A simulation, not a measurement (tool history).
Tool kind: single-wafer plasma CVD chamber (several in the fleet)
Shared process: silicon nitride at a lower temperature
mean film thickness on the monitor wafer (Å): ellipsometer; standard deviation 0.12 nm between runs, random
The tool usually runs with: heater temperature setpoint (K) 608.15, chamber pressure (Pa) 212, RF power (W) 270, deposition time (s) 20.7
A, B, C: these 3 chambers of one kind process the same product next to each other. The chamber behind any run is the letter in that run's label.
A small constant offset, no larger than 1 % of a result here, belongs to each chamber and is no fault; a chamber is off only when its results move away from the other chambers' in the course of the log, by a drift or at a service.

run	day	heater temperature setpoint (K)	chamber pressure (Pa)	RF power (W)	deposition time (s)	read-back reference wafer on the same gauge, thickness_nm	mean film thickness on the monitor wafer (Å)
1A	0.175	608.15	212	270	20.7	23.112	226.92
2C	0.308	608.15	212	270	20.7	23.112	223.00
3B	0.421	608.15	212	270	20.7	23.103	231.04
4C	0.579	608.15	212	270	20.7	23.102	224.04
5B	0.783	608.15	212	270	20.7	23.090	229.87
6A	0.925	608.15	212	270	20.7	23.089	227.53
7B	1.125	608.15	212	270	20.7	23.121	228.98
8A	1.267	608.15	212	270	20.7	23.088	228.54
9C	1.421	608.15	212	270	20.7	23.098	226.65
10C	1.583	613.15	212	270	22.1	23.144	240.23
11A	1.700	613.15	212	270	22.1	23.108	242.78
12B	1.875	613.15	212	270	22.1	23.120	242.04
13B	2.108	608.15	212	270	20.7	23.088	225.72
14C	2.242	608.15	212	270	20.7	23.108	226.83
15A	2.412	608.15	212	270	20.7	23.078	226.90
16A	2.567	608.15	212	270	24.5	23.095	271.18
17B	2.671	608.15	212	270	24.5	23.095	268.94
18C	2.871	608.15	212	270	24.5	23.111	266.92
19C	3.096	608.15	212	270	20.7	23.068	223.74
20A	3.321	608.15	212	270	20.7	23.096	223.94
21B	3.429	608.15	212	270	20.7	23.101	228.52
22A	3.617	608.15	212	270	20.7	23.113	226.79
23C	3.721	608.15	212	270	20.7	23.109	226.07
24B	3.933	608.15	212	270	20.7	23.096	229.49
25C	4.158	600.15	212	270	21.9	23.091	239.29
26B	4.362	600.15	212	270	21.9	23.098	246.19
27A	4.567	600.15	212	270	21.9	23.095	235.66
28C	4.704	608.15	212	270	20.7	23.097	226.93
29A	4.812	608.15	212	270	20.7	23.135	221.09
30B	4.954	622.15	163	270	20.7	23.105	211.66
31C	5.112	622.15	163	270	20.7	23.107	206.82
32A	5.250	622.15	163	270	20.7	23.085	203.62
33B	5.392	608.15	212	270	20.7	23.096	229.90
34C	5.550	608.15	212	250	20.7	23.108	215.46
35A	5.712	608.15	212	250	20.7	23.096	208.88
36B	5.929	608.15	212	250	20.7	23.109	213.47
37A	6.133	608.15	212	270	18.3	23.098	193.44
38B	6.358	608.15	212	270	18.3	23.107	203.36
39C	6.492	608.15	212	270	18.3	23.122	199.32
40C	6.708	608.15	212	270	20.7	23.113	224.15
41B	6.833	608.15	212	270	20.7	23.106	226.30

For the next run the whole fleet of 3 chambers uses the same settings. Give each chamber's results:
42A	7.004	608.15	212	270	20.7		?
42B	7.004	608.15	212	270	20.7		?
42C	7.004	608.15	212	270	20.7		?

run	mean film thickness on the monitor wafer (Å)
42A	215.39
42B	227.91
42C	224.51
